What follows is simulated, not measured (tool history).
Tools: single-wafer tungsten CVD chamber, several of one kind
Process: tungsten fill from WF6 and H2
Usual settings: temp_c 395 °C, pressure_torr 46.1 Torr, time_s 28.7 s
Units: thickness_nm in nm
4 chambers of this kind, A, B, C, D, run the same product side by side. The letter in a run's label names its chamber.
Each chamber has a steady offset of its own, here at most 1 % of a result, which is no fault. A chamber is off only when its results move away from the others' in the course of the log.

run,hour,temp_c,pressure_torr,time_s,hours since the last thermocouple change,hours since the last manometer calibration,"read-back reference wafer on the same gauge, thickness_nm",thickness_nm
1D,5.2,395,46.1,28.7,256.3,291.5,81.399,93.317
2B,10.1,395,46.1,28.7,2635.7,1181.3,81.381,93.077
3C,13.8,395,46.1,28.7,57.7,2156,81.415,92.972
4A,18.9,395,46.1,28.7,911.9,1292,81.44,93.39
5B,23.6,395,46.1,28.7,2649.2,1194.8,81.396,92.492
6A,28.1,395,46.1,28.7,921.1,1301.2,81.412,92.991
7D,32.6,395,46.1,28.7,283.7,318.9,81.439,93.206
8C,39,395,46.1,28.7,82.9,2181.2,81.328,92.894
9C,43.6,395,46.1,28.7,87.5,2185.8,81.41,93.075
10B,48,395,46.1,28.7,2673.6,1219.2,81.385,92.44
11D,54.2,395,46.1,28.7,305.3,340.5,81.415,93.539
12A,59.2,395,46.1,28.7,952.2,1332.3,81.351,92.816
13C,65.1,395,46.1,28.7,109,2207.3,81.445,92.983
14B,69.7,395,46.1,28.7,2695.3,1240.9,81.394,92.857
15A,72.9,395,46.1,28.7,965.9,1346,81.396,93.356
16D,77.7,395,46.1,28.7,328.8,364,81.433,93.162
17B,82.2,395,46.1,28.7,2707.8,1253.4,81.358,92.556
18C,87.1,395,46.1,28.7,131,2229.3,81.386,92.685
19D,90.4,395,46.1,26.2,341.5,376.7,81.367,85.354
20A,95.7,395,46.1,26.2,988.7,1368.8,81.424,84.8
21A,101.8,395,46.1,26.2,994.8,1374.9,81.426,84.955
22B,105.6,395,46.1,26.2,2731.2,1276.8,81.407,84.832
23D,111.6,395,46.1,28.7,362.7,397.9,81.429,93.319
24C,115.8,395,46.1,28.7,159.7,2258,81.391,93.074
# hour 116.4: chamber A: capacitance manometer re-zeroed and calibrated
25A,121,395,46.1,28.7,1014,4.6,81.372,93.24
26D,124.4,395,54.2,28.7,375.5,410.7,81.414,100.24

Next, every chamber runs the same settings. What will each give?
27A,129.4,395,53.2,28.7,,,,?
27B,129.4,395,53.2,28.7,,,,?
27C,129.4,395,53.2,28.7,,,,?
27D,129.4,395,53.2,28.7,,,,?

run,thickness_nm
27A,99.539
27B,99.186
27C,99.282
27D,99.493

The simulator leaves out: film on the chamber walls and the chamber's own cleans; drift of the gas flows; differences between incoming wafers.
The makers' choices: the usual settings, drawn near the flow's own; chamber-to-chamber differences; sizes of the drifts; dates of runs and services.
